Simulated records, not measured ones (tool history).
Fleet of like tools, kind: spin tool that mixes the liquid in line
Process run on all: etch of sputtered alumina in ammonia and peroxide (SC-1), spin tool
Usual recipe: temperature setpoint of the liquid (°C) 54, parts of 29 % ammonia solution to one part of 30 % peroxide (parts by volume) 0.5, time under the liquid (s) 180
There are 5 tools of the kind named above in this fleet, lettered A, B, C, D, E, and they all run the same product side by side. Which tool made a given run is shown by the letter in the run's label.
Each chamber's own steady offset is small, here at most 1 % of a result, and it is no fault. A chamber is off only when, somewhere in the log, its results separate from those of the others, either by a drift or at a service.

run	hour	temperature setpoint of the liquid (°C)	parts of 29 % ammonia solution to one part of 30 % peroxide (parts by volume)	time under the liquid (s)	read-back film thickness of the sputtered alumina reference wafer, read on the same gauge (nm)	thickness taken off the sputtered alumina on a monitor wafer (Å)
1C	12.7	54	0.5	180	90.025	149.08
2A	22.6	54	0.5	180	90.007	150.23
3D	32.9	54	0.5	180	90.031	148.84
4E	46.7	54	0.5	180	90	150.08
# hour 50: chamber E: new drum of ammonia solution connected
5B	59.8	54	0.5	180	90.001	147.89
# hour 59.9: chamber A: new drum of ammonia solution connected
6B	75.2	54	0.5	180	89.978	148.16
7E	87	54	0.5	180	90.024	150.31
8C	102.3	54	0.5	180	90.022	148.43
9A	116.5	54	0.5	180	90.013	149.48
10D	127.3	51	0.5	180	89.982	127.35
11B	143	51	0.5	180	90.016	126.37
12A	157	51	0.5	180	89.995	127.76
13D	166.4	51	0.5	180	89.994	127.57
# hour 170.6: chamber B: ammonia flow meter replaced
14E	180.9	51	0.5	180	89.996	126.52
15C	195.8	54	0.5	180	90.002	147.76
16E	206.5	54	0.4	180	89.956	145.78
17D	221.4	54	0.4	180	90.021	146.94
18B	235.1	54	0.4	180	89.99	144.66
19A	246.3	54	0.4	180	90.016	146.3
20C	254.7	54	0.4	180	89.991	145.57
# hour 263: chamber D: thermometer replaced
21C	268.6	54	0.5	180	89.964	148.09
# hour 278.4: chamber B: new drum of ammonia solution connected
22E	281.5	54	0.5	180	89.995	148.7
23B	297.1	54	0.5	180	89.992	147.96
24A	306.4	54	0.5	180	89.965	149.2
25D	318	46	0.6	180	89.995	97.976
26C	328.8	46	0.6	180	90.008	97.337
27E	342.6	46	0.6	180	89.986	97.252
28A	355.6	46	0.6	180	89.971	98.847
29D	365.3	46	0.6	180	89.983	98.191
30B	372.3	54	0.5	180	89.977	148.4
31C	383.4	54	0.5	180	90.029	148.17
32E	398.5	54	0.5	135	89.99	111.89
33B	406.7	54	0.5	135	90.007	110.94

For the next run the whole fleet of 5 chambers uses the same settings. Give each chamber's results:
34A	417.9	58.5	0.5	180		?
34B	417.9	58.5	0.5	180		?
34C	417.9	58.5	0.5	180		?
34D	417.9	58.5	0.5	180		?
34E	417.9	58.5	0.5	180		?

run	thickness taken off the sputtered alumina on a monitor wafer (Å)
34A	189.14
34B	186.62
34C	189.52
34D	189.25
34E	188.53
